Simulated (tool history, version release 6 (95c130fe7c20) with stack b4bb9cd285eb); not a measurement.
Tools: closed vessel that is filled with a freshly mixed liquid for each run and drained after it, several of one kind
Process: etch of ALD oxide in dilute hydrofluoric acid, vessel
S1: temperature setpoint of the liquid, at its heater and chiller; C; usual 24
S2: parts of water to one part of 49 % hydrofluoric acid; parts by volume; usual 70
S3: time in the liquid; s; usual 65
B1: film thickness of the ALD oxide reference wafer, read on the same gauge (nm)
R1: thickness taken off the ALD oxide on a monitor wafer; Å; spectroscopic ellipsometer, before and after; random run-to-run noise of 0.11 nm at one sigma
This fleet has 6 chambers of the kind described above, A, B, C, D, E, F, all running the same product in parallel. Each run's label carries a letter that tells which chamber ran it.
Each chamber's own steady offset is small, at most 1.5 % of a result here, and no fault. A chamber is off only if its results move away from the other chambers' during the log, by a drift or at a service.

Run 1D, hour 5.7: usual settings; B1 130. Result: R1 138.08 Å.
Run 2C, hour 11.3: usual settings; B1 130.01. Result: R1 137.85 Å.
Run 3E, hour 14.9: usual settings; B1 130.01. Result: R1 137.77 Å.
Run 4B, hour 19.8: usual settings; B1 130.01. Result: R1 136.48 Å.
Run 5F, hour 25.2: usual settings; B1 129.99. Result: R1 138.22 Å.
Run 6A, hour 29.4: usual settings; B1 129.99. Result: R1 136.85 Å.
Run 7F, hour 33.6: usual settings but S1 28.5 C, S2 55 parts by volume; B1 130. Result: R1 217.56 Å.
Run 8A, hour 39.5: usual settings but S1 28.5 C, S2 55 parts by volume; B1 130.01. Result: R1 216.73 Å.
Run 9C, hour 43.3: usual settings but S1 28.5 C, S2 55 parts by volume; B1 130.01. Result: R1 215.52 Å.
Run 10E, hour 48.3: usual settings but S1 28.5 C, S2 55 parts by volume; B1 130.01. Result: R1 218.24 Å.
Run 11D, hour 51.4: usual settings but S1 28.5 C, S2 55 parts by volume; B1 129.98. Result: R1 215.6 Å.
Run 12B, hour 57.4: usual settings but S1 28.5 C, S2 55 parts by volume; B1 130. Result: R1 212.81 Å.
Run 13A, hour 63.9: usual settings; B1 130. Result: R1 135.46 Å.
Run 14E, hour 70.3: usual settings; B1 129.99. Result: R1 140.27 Å.
At hour 72.3: chamber B: thermometer replaced.
Run 15F, hour 77.2: usual settings but S3 40 s; B1 130. Result: R1 82.698 Å.
Run 16D, hour 81.6: usual settings but S3 40 s; B1 130.01. Result: R1 85.406 Å.
Run 17C, hour 86.2: usual settings but S3 40 s; B1 129.99. Result: R1 85.641 Å.
Run 18B, hour 92.5: usual settings but S3 40 s; B1 130. Result: R1 83.93 Å.
At hour 96.9: chamber C: hydrofluoric acid flow meter replaced.
Run 19F, hour 97.1: usual settings but S3 40 s; B1 129.99. Result: R1 83.54 Å.
Run 20B, hour 101.5: usual settings but S3 40 s; B1 130.02. Result: R1 84.534 Å.
Run 21A, hour 107.6: usual settings; B1 129.99. Result: R1 132.38 Å.
Run 22E, hour 113: usual settings but S2 55 parts by volume, S3 30 s; B1 130.01. Result: R1 84.155 Å.
Run 23D, hour 116.8: usual settings but S2 55 parts by volume, S3 30 s; B1 130. Result: R1 82.961 Å.
Run 24C, hour 120.2: usual settings but S2 55 parts by volume, S3 30 s; B1 129.99. Result: R1 82.353 Å.
Run 25B, hour 127: usual settings but S2 55 parts by volume, S3 30 s; B1 129.99. Result: R1 81.907 Å.
Run 26A, hour 133.3: usual settings but S2 55 parts by volume, S3 30 s; B1 129.98. Result: R1 79.394 Å.
Run 27E, hour 137.5: usual settings but S2 55 parts by volume, S3 30 s; B1 129.98. Result: R1 82.298 Å.
Run 28D, hour 143.3: usual settings; B1 130.01. Result: R1 138.24 Å.
Run 29F, hour 147.8: usual settings; B1 130. Result: R1 135.83 Å.
Run 30C, hour 151.4: usual settings; B1 130. Result: R1 139.77 Å.
Run 31F, hour 157: usual settings; B1 130.01. Result: R1 137.48 Å.
Run 32C, hour 162: usual settings; B1 129.99. Result: R1 139.82 Å.
Run 33B, hour 167.4: usual settings; B1 130.01. Result: R1 138.38 Å.
Run 34D, hour 174.3: usual settings but S2 90 parts by volume, S3 90 s; B1 130. Result: R1 145.68 Å.
Run 35E, hour 179: usual settings but S2 90 parts by volume, S3 90 s; B1 129.98. Result: R1 146.98 Å.
Run 36A, hour 184.7: usual settings but S2 90 parts by volume, S3 90 s; B1 129.98. Result: R1 136.87 Å.
Run 37A, hour 187.9: usual settings but S2 90 parts by volume, S3 90 s; B1 130. Result: R1 136.96 Å.

Read the log: is a single chamber off, either drifting away or since a service, is the gauge that measures every chamber drifting, or is nothing wrong beyond small per-chamber offsets? Name any odd chamber and what most likely caused it.

One chamber, A, drifts off from the rest bit by bit.
What lies behind it: hydrofluoric acid flow below the setpoint (%) = 5.83.
Not necessarily distinguishable in this log from: liquid colder than its thermometer reads (K).

Which of the 4 candidates below, each the usual settings with something changed and its results left as question marks, puts chamber A back in line with what the other chambers give on the usual settings?
To be in line, a result may differ from the other chambers' mean on the usual settings by at most: R1 3.9 Å
Run 38A-1, hour 192.9: usual settings but S2 65 parts by volume. Result: R1 ?.
Run 38A-2, hour 192.9: usual settings but S1 24.5 C. Result: R1 ?.
Run 38A-3, hour 192.9: usual settings but S3 60 s. Result: R1 ?.
Run 38A-4, hour 192.9: usual settings but S1 23.5 C. Result: R1 ?.

The mean the other chambers reach with the usual settings: R1 137.88 Å
  run      R1
38A-1  139.48
38A-2  131.22
38A-3  118.66
38A-4  125.93
The right change is 38A-1: it brings the chamber back within the allowed miss of the others.
